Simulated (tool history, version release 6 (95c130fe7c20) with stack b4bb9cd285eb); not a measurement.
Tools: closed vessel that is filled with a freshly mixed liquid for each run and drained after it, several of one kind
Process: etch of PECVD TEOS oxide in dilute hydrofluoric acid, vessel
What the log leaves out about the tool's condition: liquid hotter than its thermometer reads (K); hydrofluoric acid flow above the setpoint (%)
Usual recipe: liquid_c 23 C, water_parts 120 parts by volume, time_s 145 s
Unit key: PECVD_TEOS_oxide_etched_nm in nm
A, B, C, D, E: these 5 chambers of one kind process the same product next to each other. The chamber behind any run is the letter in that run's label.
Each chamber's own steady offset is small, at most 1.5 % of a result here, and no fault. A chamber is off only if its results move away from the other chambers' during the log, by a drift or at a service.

run	hour	liquid_c	water_parts	time_s	hours since the thermometer was replaced	hours since the hydrofluoric acid flow meter was replaced	read-back film thickness of the PECVD TEOS oxide reference wafer, read on the same gauge (nm)	PECVD_TEOS_oxide_etched_nm
1E	2.1	23	120	145	648.4	418.6	30.003	15.637
2D	6.1	23	120	145	1805.3	1646.7	29.998	15.916
# hour 7.8: chamber D: thermometer replaced
3B	8.6	23	120	145	2347.3	467.6	30.022	15.767
4C	11.9	23	120	145	858.4	213.7	29.985	15.819
5A	15.9	23	120	145	714.4	486.2	30.011	15.752
6D	19.6	23	120	145	11.8	1660.2	30.007	16.04
7B	23.3	23	120	145	2362	482.3	29.992	15.742
8A	27.2	23	120	145	725.7	497.5	30.009	15.613
9C	30.4	23	120	145	876.9	232.2	29.992	15.9
10E	33.1	23	120	145	679.4	449.6	30.025	15.78
11E	36.5	23	120	145	682.8	453	30.018	15.997
12B	38.7	23	120	145	2377.4	497.7	29.994	15.64
13D	43.1	23	120	145	35.3	1683.7	29.985	15.964
14C	46.6	23	120	145	893.1	248.4	29.979	16.083
15A	48.9	18	120	100	747.4	519.2	30.027	8.8056
16E	51.6	18	120	100	697.9	468.1	29.981	8.8422
17A	54.8	18	120	100	753.3	525.1	29.999	8.8052
18C	57.6	18	120	100	904.1	259.4	29.979	8.9844
19D	59.6	18	120	100	51.8	1700.2	30.001	8.9667
20B	62.8	23	120	145	2401.5	521.8	29.991	15.584
21A	66.2	23	120	145	764.7	536.5	30.004	15.752
22B	69.3	23	120	145	2408	528.3	29.971	15.843
23D	72.8	23	120	145	65	1713.4	30.01	15.939
24C	77	23	120	145	923.5	278.8	29.997	15.976
25E	79.2	23	120	145	725.5	495.7	30.027	15.921
26B	83.4	23	120	145	2422.1	542.4	30.017	15.881
27E	85.8	23	120	145	732.1	502.3	29.992	15.806
28C	89.8	23	120	145	936.3	291.6	29.98	15.91
29A	94.3	23	120	145	792.8	564.6	30.006	16.076
30D	96.5	23	120	145	88.7	1737.1	29.99	15.827
31D	98.6	23	120	145	90.8	1739.2	29.995	15.985
32C	100.9	23	120	145	947.4	302.7	29.97	15.767
33A	103.3	23	120	145	801.8	573.6	30	16.584
34B	107	23	120	145	2445.7	566	29.979	15.622
35E	110.9	23	120	145	757.2	527.4	30.018	15.639
36A	113.2	23	120	145	811.7	583.5	29.968	16.729
37C	116.5	23	120	145	963	318.3	30.021	16.079
# hour 118.5: chamber B: hydrofluoric acid flow meter replaced
38B	119.1	23	120	145	2457.8	0.7	30.012	15.718
39D	121.7	23	120	145	113.9	1762.3	29.992	15.905
40E	123.9	23	120	145	770.2	540.4	30.025	15.799
41A	127.2	23	120	145	825.7	597.5	29.984	16.905
42E	129.2	23	120	145	775.5	545.7	29.986	15.805
43C	133.4	23	120	145	979.9	335.2	29.994	16.003

Next, all 5 chambers run the settings below, one line each with question marks for the results. What does each chamber give?
44A	136.7	23	120	145				?
44B	136.7	23	120	145				?
44C	136.7	23	120	145				?
44D	136.7	23	120	145				?
44E	136.7	23	120	145				?

run	PECVD_TEOS_oxide_etched_nm
44A	17.146
44B	15.465
44C	15.84
44D	15.512
44E	15.479
